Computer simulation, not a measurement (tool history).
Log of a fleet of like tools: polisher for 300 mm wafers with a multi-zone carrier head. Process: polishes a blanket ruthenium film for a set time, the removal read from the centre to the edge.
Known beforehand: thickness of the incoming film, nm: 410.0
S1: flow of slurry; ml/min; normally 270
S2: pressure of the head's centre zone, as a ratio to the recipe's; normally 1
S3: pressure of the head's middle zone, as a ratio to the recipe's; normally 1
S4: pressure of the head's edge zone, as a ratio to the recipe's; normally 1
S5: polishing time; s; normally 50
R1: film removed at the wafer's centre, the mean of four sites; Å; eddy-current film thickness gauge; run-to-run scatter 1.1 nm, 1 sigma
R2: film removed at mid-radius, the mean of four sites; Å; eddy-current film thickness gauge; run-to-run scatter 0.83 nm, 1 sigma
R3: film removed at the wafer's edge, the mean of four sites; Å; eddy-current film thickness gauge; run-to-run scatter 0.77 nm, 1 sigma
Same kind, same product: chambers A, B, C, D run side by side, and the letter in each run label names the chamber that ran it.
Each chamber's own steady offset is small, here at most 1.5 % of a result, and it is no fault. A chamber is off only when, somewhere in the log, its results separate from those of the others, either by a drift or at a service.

| run | hour | S1 | S2 | S3 | S4 | S5 | R1 | R2 | R3 |
|---|---|---|---|---|---|---|---|---|---|
| 1D | 4.2 | 270 | 1 | 1 | 1 | 50 | 906.95 | 905.16 | 908.23 |
| 2B | 10.9 | 270 | 1 | 1 | 1 | 50 | 909.13 | 904.83 | 908.41 |
| 3A | 15.7 | 270 | 1 | 1 | 1 | 50 | 912.15 | 900.2 | 914.34 |
| 4C | 21.4 | 270 | 1 | 1 | 1 | 50 | 901.09 | 906.65 | 912.92 |
| 5A | 28.9 | 270 | 1 | 1 | 1 | 50 | 921.45 | 912.82 | 907.72 |
|  | 29.7 | chamber B: worn pad replaced by a new one |
| 6B | 36.5 | 270 | 1 | 1 | 1 | 50 | 898.25 | 900.97 | 910.83 |
| 7C | 44.1 | 270 | 1 | 1 | 1 | 50 | 916.86 | 909.73 | 912.71 |
|  | 47 | chamber A: worn pad replaced by a new one |
| 8D | 50.2 | 270 | 1 | 1 | 1 | 50 | 905.48 | 899.22 | 901.15 |
|  | 51.4 | chamber D: worn pad replaced by a new one |
| 9A | 57 | 270 | 1 | 1 | 1 | 50 | 925.43 | 895.57 | 910.2 |
| 10D | 64.5 | 270 | 1 | 1 | 1 | 50 | 904.75 | 910.03 | 900.75 |
|  | 70.1 | chamber C: worn pad replaced by a new one |
| 11B | 70.1 | 270 | 1 | 0.93 | 1 | 50 | 920.53 | 849.44 | 901.64 |
| 12C | 78.3 | 270 | 1 | 0.93 | 1 | 50 | 898.37 | 869.52 | 921.72 |
| 13C | 83.8 | 270 | 1 | 0.93 | 1 | 50 | 915.46 | 861.58 | 932.36 |
| 14A | 91.2 | 270 | 1 | 0.93 | 1 | 50 | 899.13 | 831.22 | 914.03 |
|  | 95.2 | chamber D: worn pad replaced by a new one |
| 15B | 96.3 | 270 | 1 | 1 | 1 | 50 | 908.04 | 909.43 | 908.83 |
|  | 99.1 | chamber A: worn pad replaced by a new one |
| 16D | 101.8 | 270 | 1 | 1 | 1 | 50 | 886.15 | 916.75 | 905.02 |
| 17B | 108.5 | 315 | 1 | 1 | 1 | 50 | 905.41 | 917.65 | 909.36 |
| 18A | 113.2 | 315 | 1 | 1 | 1 | 50 | 930.21 | 930.12 | 920.65 |
|  | 113.5 | chamber B: slurry nozzle cleaned |
| 19D | 119.3 | 315 | 1 | 1 | 1 | 50 | 903.82 | 925.25 | 910.69 |
|  | 124.1 | chamber B: worn pad replaced by a new one |
| 20C | 126.5 | 315 | 1 | 1 | 1 | 50 | 936.31 | 930.85 | 908.04 |
|  | 131.3 | chamber C: edge zone pressure recalibrated |
| 21D | 131.6 | 200 | 1 | 1 | 1.1 | 50 | 866.54 | 894.56 | 927.12 |
| 22A | 137.6 | 200 | 1 | 1 | 1.1 | 50 | 881.13 | 863.26 | 927.85 |
|  | 143.8 | chamber D: worn pad replaced by a new one |
| 23C | 146 | 200 | 1 | 1 | 1.1 | 50 | 868.19 | 883.81 | 918.96 |
| 24B | 150.7 | 200 | 1 | 1 | 1.1 | 50 | 869.97 | 883.17 | 936.76 |
|  | 154.8 | chamber A: slurry nozzle cleaned |
| 25D | 156.6 | 270 | 1 | 1 | 1 | 50 | 920.87 | 915.33 | 909.66 |
|  | 160.6 | chamber A: worn pad replaced by a new one |
| 26C | 161.5 | 270 | 1 | 1 | 1 | 50 | 925.03 | 931.12 | 919.78 |
|  | 167.1 | chamber C: worn pad replaced by a new one |
| 27B | 168 | 270 | 1 | 1 | 1 | 50 | 907.71 | 905.89 | 912.32 |
| 28A | 174.2 | 270 | 1 | 1 | 1 | 50 | 928.21 | 904.11 | 919.88 |
| 29D | 179.8 | 270 | 1 | 1 | 1 | 50 | 895.5 | 916.85 | 890.98 |
|  | 181.4 | chamber C: centre zone pressure recalibrated |
| 30A | 184 | 270 | 1 | 1 | 1 | 50 | 906.1 | 914.78 | 907.75 |
| 31B | 192.2 | 270 | 1 | 1 | 1 | 50 | 899.36 | 905.75 | 918.8 |
|  | 193.1 | chamber D: worn pad replaced by a new one |
| 32C | 197.7 | 270 | 1 | 1 | 1 | 50 | 896.46 | 915.42 | 908.37 |
| 33D | 202.5 | 270 | 1 | 1 | 1 | 50 | 911.37 | 904.41 | 910.82 |
| 34B | 207.1 | 270 | 1 | 1 | 1.05 | 50 | 905.58 | 892.92 | 940.69 |
|  | 210.6 | chamber A: worn pad replaced by a new one |
| 35C | 214.3 | 270 | 1 | 1 | 1.05 | 50 | 883.23 | 904.94 | 946.32 |
| 36A | 219.2 | 270 | 1 | 1 | 1.05 | 50 | 907.58 | 886.89 | 936.56 |
| 37A | 226.4 | 270 | 1 | 1 | 1.05 | 50 | 909.37 | 903.54 | 915.84 |

All 4 chambers run these settings next. Forecast each chamber's results:
| 38A | 232.6 | 270 | 1 | 1 | 1 | 50 | ? | ? | ? |
| 38B | 232.6 | 270 | 1 | 1 | 1 | 50 | ? | ? | ? |
| 38C | 232.6 | 270 | 1 | 1 | 1 | 50 | ? | ? | ? |
| 38D | 232.6 | 270 | 1 | 1 | 1 | 50 | ? | ? | ? |

| run | R1 | R2 | R3 |
|---|---|---|---|
| 38A | 891.76 | 909.27 | 900.14 |
| 38B | 910.31 | 904.23 | 900.47 |
| 38C | 903.57 | 918.05 | 921.49 |
| 38D | 906.96 | 900.84 | 901.94 |
